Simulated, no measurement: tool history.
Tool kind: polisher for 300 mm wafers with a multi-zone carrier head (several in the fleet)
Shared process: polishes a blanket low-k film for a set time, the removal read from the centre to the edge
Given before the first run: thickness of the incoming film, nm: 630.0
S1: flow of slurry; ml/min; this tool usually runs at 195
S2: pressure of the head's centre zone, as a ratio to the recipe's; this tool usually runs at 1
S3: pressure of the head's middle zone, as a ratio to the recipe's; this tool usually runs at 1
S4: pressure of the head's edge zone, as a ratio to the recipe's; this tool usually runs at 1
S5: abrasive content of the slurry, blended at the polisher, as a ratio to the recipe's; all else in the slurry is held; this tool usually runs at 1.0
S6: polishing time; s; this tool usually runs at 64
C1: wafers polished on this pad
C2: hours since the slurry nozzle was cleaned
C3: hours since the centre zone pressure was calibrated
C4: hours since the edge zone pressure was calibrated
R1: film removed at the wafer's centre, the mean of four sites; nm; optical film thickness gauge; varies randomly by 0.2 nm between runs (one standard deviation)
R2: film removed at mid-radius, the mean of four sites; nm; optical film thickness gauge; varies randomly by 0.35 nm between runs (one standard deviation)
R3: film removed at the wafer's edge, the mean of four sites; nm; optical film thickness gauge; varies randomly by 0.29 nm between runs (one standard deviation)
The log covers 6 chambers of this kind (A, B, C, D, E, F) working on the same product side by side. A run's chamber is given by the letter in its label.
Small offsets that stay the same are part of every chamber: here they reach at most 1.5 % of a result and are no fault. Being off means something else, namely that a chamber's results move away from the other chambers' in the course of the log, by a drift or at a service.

Run 1A, hour 4.2: usual settings; C1 345; C2 462.6; C3 196.7; C4 307.5. Result: R1 24.812 nm, R2 24.446 nm, R3 24.766 nm.
Run 2D, hour 7.3: usual settings; C1 504; C2 285.5; C3 336.3; C4 304.7. Result: R1 24.890 nm, R2 24.945 nm, R3 24.658 nm.
Run 3C, hour 10.3: usual settings; C1 219; C2 213.1; C3 926.8; C4 374.8. Result: R1 25.055 nm, R2 24.779 nm, R3 25.209 nm.
Run 4E, hour 13.8: usual settings; C1 594; C2 523.7; C3 260.1; C4 466.9. Result: R1 24.786 nm, R2 24.433 nm, R3 25.148 nm.
Run 5F, hour 18.3: usual settings but S6 79 s; C1 444; C2 252.0; C3 472.8; C4 955.9. Result: R1 30.919 nm, R2 31.170 nm, R3 31.054 nm.
At hour 19.6: chamber F: worn pad replaced by a new one.
Run 6B, hour 22.1: usual settings but S6 79 s; C1 163; C2 437.6; C3 266.2; C4 370.3. Result: R1 30.876 nm, R2 30.484 nm, R3 30.651 nm.
Run 7C, hour 25.0: usual settings but S6 79 s; C1 313; C2 227.8; C3 941.5; C4 389.5. Result: R1 30.585 nm, R2 30.697 nm, R3 30.946 nm.
Run 8F, hour 27.3: usual settings but S6 79 s; C1 49; C2 261.0; C3 481.8; C4 964.9. Result: R1 30.781 nm, R2 30.648 nm, R3 30.787 nm.
Run 9E, hour 30.6: usual settings but S6 79 s; C1 701; C2 540.5; C3 276.9; C4 483.7. Result: R1 30.508 nm, R2 31.107 nm, R3 30.240 nm.
Run 10D, hour 32.8: usual settings but S6 79 s; C1 668; C2 311.0; C3 361.8; C4 330.2. Result: R1 30.857 nm, R2 30.294 nm, R3 30.663 nm.
Run 11A, hour 36.2: usual settings; C1 550; C2 494.6; C3 228.7; C4 339.5. Result: R1 25.369 nm, R2 24.755 nm, R3 24.617 nm.
Run 12B, hour 38.8: usual settings; C1 270; C2 454.3; C3 282.9; C4 387.0. Result: R1 25.013 nm, R2 25.138 nm, R3 25.277 nm.
Run 13A, hour 42.7: usual settings; C1 592; C2 501.1; C3 235.2; C4 346.0. Result: R1 24.801 nm, R2 24.329 nm, R3 24.956 nm.
At hour 44.2: chamber A: slurry nozzle cleaned.
Run 14F, hour 46.0: usual settings; C1 169; C2 279.7; C3 500.5; C4 983.6. Result: R1 25.267 nm, R2 24.799 nm, R3 25.180 nm.
Run 15C, hour 50.1: usual settings; C1 474; C2 252.9; C3 966.6; C4 414.6. Result: R1 24.866 nm, R2 25.168 nm, R3 25.239 nm.
At hour 51.8: chamber E: slurry nozzle cleaned.
Run 16E, hour 52.6: usual settings; C1 842; C2 0.8; C3 298.9; C4 505.7. Result: R1 24.955 nm, R2 25.121 nm, R3 24.806 nm.
Run 17B, hour 56.1: usual settings; C1 381; C2 471.6; C3 300.2; C4 404.3. Result: R1 25.425 nm, R2 24.579 nm, R3 25.291 nm.
Run 18D, hour 61.1: usual settings; C1 849; C2 339.3; C3 390.1; C4 358.5. Result: R1 25.162 nm, R2 25.427 nm, R3 25.141 nm.
Run 19F, hour 66.2: usual settings; C1 299; C2 299.9; C3 520.7; C4 1003.8. Result: R1 25.185 nm, R2 25.125 nm, R3 25.042 nm.
Run 20C, hour 70.3: usual settings; C1 603; C2 273.1; C3 986.8; C4 434.8. Result: R1 24.979 nm, R2 24.882 nm, R3 25.616 nm.
At hour 72.4: chamber B: worn pad replaced by a new one.
At hour 73.8: chamber B: centre zone pressure recalibrated.
At hour 75.0: chamber C: worn pad replaced by a new one.
Run 21A, hour 75.0: usual settings; C1 799; C2 30.9; C3 267.5; C4 378.3. Result: R1 24.991 nm, R2 25.302 nm, R3 25.323 nm.
Run 22B, hour 79.6: usual settings; C1 46; C2 495.1; C3 5.8; C4 427.8. Result: R1 25.331 nm, R2 24.395 nm, R3 25.021 nm.
Run 23E, hour 82.6: usual settings; C1 1035; C2 30.8; C3 328.9; C4 535.7. Result: R1 24.877 nm, R2 25.295 nm, R3 24.723 nm.
At hour 86.6: chamber E: worn pad replaced by a new one.
Run 24D, hour 87.2: usual settings; C1 1016; C2 365.4; C3 416.2; C4 384.6. Result: R1 24.775 nm, R2 24.815 nm, R3 24.583 nm.
At hour 87.8: chamber C: slurry nozzle cleaned.
Run 25D, hour 92.0: usual settings; C1 1047; C2 370.2; C3 421.0; C4 389.4. Result: R1 24.719 nm, R2 24.730 nm, R3 24.895 nm.
Run 26B, hour 94.3: usual settings; C1 140; C2 509.8; C3 20.5; C4 442.5. Result: R1 25.232 nm, R2 24.660 nm, R3 25.396 nm.
Run 27A, hour 96.8: usual settings; C1 939; C2 52.7; C3 289.3; C4 400.1. Result: R1 24.944 nm, R2 24.658 nm, R3 24.896 nm.
Run 28F, hour 99.4: usual settings; C1 512; C2 333.1; C3 553.9; C4 1037.0. Result: R1 24.902 nm, R2 24.962 nm, R3 25.529 nm.
At hour 101.5: chamber D: worn pad replaced by a new one.
Run 29C, hour 104.4: usual settings; C1 188; C2 16.7; C3 1020.9; C4 468.9. Result: R1 25.040 nm, R2 25.451 nm, R3 25.538 nm.
At hour 107.3: chamber F: worn pad replaced by a new one.
Run 30E, hour 107.6: usual settings; C1 134; C2 55.8; C3 353.9; C4 560.7. Result: R1 25.145 nm, R2 25.545 nm, R3 25.125 nm.
Run 31C, hour 111.5: usual settings; C1 234; C2 23.8; C3 1028.0; C4 476.0. Result: R1 25.082 nm, R2 24.504 nm, R3 25.650 nm.
Run 32D, hour 115.9: usual settings but S1 140 ml/min, S5 1.2; C1 92; C2 394.1; C3 444.9; C4 413.3. Result: R1 25.315 nm, R2 25.996 nm, R3 26.553 nm.
Run 33E, hour 120.4: usual settings but S1 140 ml/min, S5 1.2; C1 216; C2 68.6; C3 366.7; C4 573.5. Result: R1 25.132 nm, R2 25.899 nm, R3 25.748 nm.
Run 34B, hour 123.5: usual settings but S1 140 ml/min, S5 1.2; C1 327; C2 539.0; C3 49.7; C4 471.7. Result: R1 25.470 nm, R2 26.494 nm, R3 25.428 nm.
Run 35F, hour 125.8: usual settings but S1 140 ml/min, S5 1.2; C1 118; C2 359.5; C3 580.3; C4 1063.4. Result: R1 25.270 nm, R2 25.318 nm, R3 26.692 nm.
Run 36A, hour 129.0: usual settings but S1 140 ml/min, S5 1.2; C1 1145; C2 84.9; C3 321.5; C4 432.3. Result: R1 25.603 nm, R2 25.674 nm, R3 26.348 nm.
Run 37C, hour 131.8: usual settings but S1 140 ml/min, S5 1.2; C1 364; C2 44.1; C3 1048.3; C4 496.3. Result: R1 25.404 nm, R2 25.373 nm, R3 26.194 nm.
Run 38F, hour 135.5: usual settings but S5 1.3; C1 180; C2 369.2; C3 590.0; C4 1073.1. Result: R1 28.040 nm, R2 28.326 nm, R3 28.176 nm.

Does one chamber stand apart from the rest, does the shared gauge drift, or is all well apart from small per-chamber offsets? Give the chamber and the most likely cause, where there is one.

The fleet is healthy, with each chamber sitting at its usual small offset and no drift in the gauge.

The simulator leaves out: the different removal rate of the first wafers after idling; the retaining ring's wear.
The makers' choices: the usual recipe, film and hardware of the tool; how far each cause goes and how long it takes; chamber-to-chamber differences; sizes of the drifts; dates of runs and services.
